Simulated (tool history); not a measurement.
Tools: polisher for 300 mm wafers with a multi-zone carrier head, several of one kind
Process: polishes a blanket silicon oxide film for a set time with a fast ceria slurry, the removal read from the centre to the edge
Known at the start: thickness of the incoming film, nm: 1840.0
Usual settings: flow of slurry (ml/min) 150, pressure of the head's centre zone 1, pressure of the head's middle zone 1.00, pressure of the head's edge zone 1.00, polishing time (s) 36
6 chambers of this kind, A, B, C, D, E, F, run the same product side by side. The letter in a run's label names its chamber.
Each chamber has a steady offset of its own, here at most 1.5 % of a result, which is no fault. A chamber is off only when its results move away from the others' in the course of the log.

| run | hour | flow of slurry (ml/min) | pressure of the head's centre zone | pressure of the head's middle zone | pressure of the head's edge zone | polishing time (s) | wafers polished on this pad | hours since the slurry nozzle was cleaned | hours since the centre zone pressure was calibrated | hours since the edge zone pressure was calibrated | film removed at the wafer's centre (nm) | film removed at mid-radius (nm) | film removed at the wafer's edge (nm) |
|---|---|---|---|---|---|---|---|---|---|---|---|---|---|
|  | 1.2 | chamber C: worn pad replaced by a new one |
| 1E | 3.9 | 150 | 1 | 1.00 | 1.00 | 36 | 438 | 97.4 | 226.4 | 72.4 | 461.48 | 462.96 | 467.99 |
| 2B | 9.9 | 150 | 1 | 1.00 | 1.00 | 36 | 428 | 273.5 | 762.4 | 207.3 | 471.70 | 469.84 | 478.97 |
| 3D | 14.7 | 150 | 1 | 1.00 | 1.00 | 36 | 1313 | 195.9 | 298.6 | 290.7 | 460.95 | 464.05 | 476.45 |
|  | 17.4 | chamber F: worn pad replaced by a new one |
|  | 18.0 | chamber E: worn pad replaced by a new one |
|  | 18.9 | chamber B: worn pad replaced by a new one |
| 4C | 19.2 | 150 | 1 | 1.00 | 1.00 | 36 | 210 | 633.2 | 362.6 | 204.2 | 474.45 | 485.01 | 469.96 |
|  | 22.7 | chamber A: worn pad replaced by a new one |
| 5F | 27.0 | 150 | 1 | 1.00 | 1.00 | 36 | 112 | 193.3 | 150.8 | 578.9 | 467.57 | 468.12 | 469.64 |
| 6A | 33.9 | 150 | 1 | 1.00 | 1.00 | 36 | 130 | 708.1 | 473.6 | 535.8 | 456.38 | 475.11 | 468.76 |
| 7E | 41.8 | 150 | 1 | 1.00 | 1.00 | 36 | 277 | 135.3 | 264.3 | 110.3 | 474.41 | 466.70 | 465.27 |
| 8F | 47.2 | 150 | 1 | 1.00 | 1.00 | 36 | 347 | 213.5 | 171.0 | 599.1 | 461.39 | 462.33 | 472.89 |
|  | 49.0 | chamber D: worn pad replaced by a new one |
| 9B | 54.7 | 150 | 1 | 1.00 | 1.00 | 36 | 417 | 318.3 | 807.2 | 252.1 | 470.28 | 472.41 | 476.34 |
| 10A | 62.4 | 150 | 1 | 1.00 | 1.00 | 36 | 463 | 736.6 | 502.1 | 564.3 | 467.89 | 472.02 | 464.54 |
|  | 62.5 | chamber C: worn pad replaced by a new one |
|  | 67.1 | chamber B: worn pad replaced by a new one |
| 11C | 68.6 | 150 | 1 | 1.00 | 1.11 | 36 | 71 | 682.6 | 412.0 | 253.6 | 473.11 | 461.63 | 497.09 |
|  | 72.2 | chamber E: worn pad replaced by a new one |
| 12D | 75.5 | 150 | 1 | 1.00 | 1.11 | 36 | 309 | 256.7 | 359.4 | 351.5 | 463.74 | 465.02 | 500.71 |
|  | 75.6 | chamber F: worn pad replaced by a new one |
|  | 78.5 | chamber E: centre zone pressure recalibrated |
| 13A | 83.2 | 150 | 1 | 1.00 | 1.11 | 36 | 705 | 757.4 | 522.9 | 585.1 | 467.89 | 460.72 | 488.16 |
| 14D | 87.7 | 150 | 1 | 1.00 | 1.11 | 36 | 452 | 268.9 | 371.6 | 363.7 | 465.87 | 470.35 | 497.03 |
| 15E | 94.5 | 150 | 1 | 1.00 | 1.11 | 36 | 260 | 188.0 | 16.0 | 163.0 | 472.15 | 472.91 | 498.49 |
| 16B | 100.0 | 150 | 1 | 1.00 | 1.11 | 36 | 384 | 363.6 | 852.5 | 297.4 | 477.64 | 464.46 | 499.91 |
| 17C | 107.0 | 150 | 1 | 1.00 | 1.00 | 36 | 518 | 721.0 | 450.4 | 292.0 | 468.31 | 471.59 | 469.16 |
|  | 108.9 | chamber B: worn pad replaced by a new one |
|  | 113.1 | chamber D: centre zone pressure recalibrated |
| 18F | 113.9 | 150 | 1 | 1.00 | 1.00 | 36 | 447 | 280.2 | 237.7 | 665.8 | 457.70 | 474.64 | 473.01 |
| 19F | 119.2 | 150 | 1 | 1.00 | 1.00 | 36 | 508 | 285.5 | 243.0 | 671.1 | 464.64 | 469.25 | 473.96 |
|  | 120.1 | chamber A: worn pad replaced by a new one |
|  | 120.2 | chamber E: worn pad replaced by a new one |
|  | 121.5 | chamber A: slurry nozzle cleaned |
| 20C | 123.3 | 150 | 1 | 1.00 | 1.00 | 36 | 708 | 737.3 | 466.7 | 308.3 | 468.80 | 473.81 | 470.14 |
|  | 125.7 | chamber D: edge zone pressure recalibrated |
|  | 129.2 | chamber D: slurry nozzle cleaned |
|  | 131.5 | chamber C: worn pad replaced by a new one |
| 21B | 132.0 | 150 | 1 | 1.00 | 1.00 | 36 | 269 | 395.6 | 884.5 | 329.4 | 469.87 | 471.25 | 472.84 |
| 22A | 138.5 | 150 | 1 | 0.93 | 1.00 | 36 | 215 | 17.0 | 578.2 | 640.4 | 480.63 | 434.19 | 460.02 |
|  | 142.8 | chamber E: slurry nozzle cleaned |
| 23D | 147.3 | 150 | 1 | 0.93 | 1.00 | 36 | 1146 | 18.1 | 34.3 | 21.6 | 478.69 | 441.85 | 467.50 |
|  | 147.8 | chamber F: worn pad replaced by a new one |
|  | 148.6 | chamber B: centre zone pressure recalibrated |
| 24E | 156.0 | 150 | 1 | 0.93 | 1.00 | 36 | 417 | 13.2 | 77.5 | 224.5 | 469.47 | 438.58 | 476.89 |
|  | 157.6 | chamber B: slurry nozzle cleaned |
|  | 160.4 | chamber B: worn pad replaced by a new one |
| 25E | 161.5 | 150 | 1 | 0.93 | 1.00 | 36 | 481 | 18.7 | 83.0 | 230.0 | 461.97 | 445.80 | 471.16 |
|  | 165.2 | chamber E: worn pad replaced by a new one |
|  | 168.0 | chamber D: worn pad replaced by a new one |
| 26A | 169.1 | 150 | 1 | 0.93 | 1.00 | 36 | 571 | 47.6 | 608.8 | 671.0 | 492.32 | 430.44 | 464.23 |
| 27C | 173.5 | 150 | 1 | 0.93 | 1.00 | 36 | 489 | 787.5 | 516.9 | 358.5 | 467.61 | 433.41 | 476.60 |
| 28F | 180.5 | 150 | 1 | 1.00 | 1.00 | 36 | 381 | 346.8 | 304.3 | 732.4 | 470.48 | 458.58 | 471.63 |
| 29D | 187.2 | 150 | 1 | 1.00 | 1.00 | 36 | 223 | 58.0 | 74.2 | 61.5 | 470.99 | 466.74 | 470.57 |
| 30B | 195.2 | 150 | 1 | 1.00 | 1.00 | 36 | 405 | 37.7 | 46.7 | 392.6 | 475.82 | 460.34 | 471.99 |
| 31B | 202.4 | 150 | 1 | 1.00 | 1.00 | 36 | 489 | 44.9 | 53.9 | 399.8 | 473.72 | 457.49 | 472.06 |
|  | 203.9 | chamber C: worn pad replaced by a new one |
|  | 206.4 | chamber F: worn pad replaced by a new one |
| 32C | 208.6 | 150 | 1 | 1.00 | 1.00 | 36 | 55 | 822.6 | 552.0 | 393.6 | 475.47 | 454.47 | 464.95 |
|  | 214.4 | chamber E: worn pad replaced by a new one |
| 33E | 217.2 | 150 | 1 | 1.00 | 1.00 | 36 | 32 | 74.4 | 138.7 | 285.7 | 473.04 | 460.99 | 470.66 |
|  | 217.4 | chamber A: worn pad replaced by a new one |
| 34D | 225.1 | 150 | 1 | 1.00 | 1.00 | 36 | 665 | 95.9 | 112.1 | 99.4 | 465.95 | 463.59 | 471.40 |
| 35A | 229.2 | 150 | 1 | 1.00 | 1.00 | 36 | 137 | 107.7 | 668.9 | 731.1 | 504.76 | 478.60 | 463.80 |
| 36F | 236.5 | 150 | 1 | 1.00 | 1.00 | 36 | 351 | 402.8 | 360.3 | 788.4 | 466.44 | 464.54 | 476.35 |

Next, every chamber runs the same settings. What will each give?
| 37A | 242.9 | 150 | 1 | 1.00 | 1.00 | 36 |  |  |  |  | ? | ? | ? |
| 37B | 242.9 | 150 | 1 | 1.00 | 1.00 | 36 |  |  |  |  | ? | ? | ? |
| 37C | 242.9 | 150 | 1 | 1.00 | 1.00 | 36 |  |  |  |  | ? | ? | ? |
| 37D | 242.9 | 150 | 1 | 1.00 | 1.00 | 36 |  |  |  |  | ? | ? | ? |
| 37E | 242.9 | 150 | 1 | 1.00 | 1.00 | 36 |  |  |  |  | ? | ? | ? |
| 37F | 242.9 | 150 | 1 | 1.00 | 1.00 | 36 |  |  |  |  | ? | ? | ? |

| run | film removed at the wafer's centre (nm) | film removed at mid-radius (nm) | film removed at the wafer's edge (nm) |
|---|---|---|---|
| 37A | 504.69 | 473.20 | 464.37 |
| 37B | 471.29 | 465.03 | 472.97 |
| 37C | 471.76 | 475.95 | 464.56 |
| 37D | 474.35 | 462.76 | 471.58 |
| 37E | 470.77 | 459.58 | 474.34 |
| 37F | 465.84 | 467.37 | 466.62 |
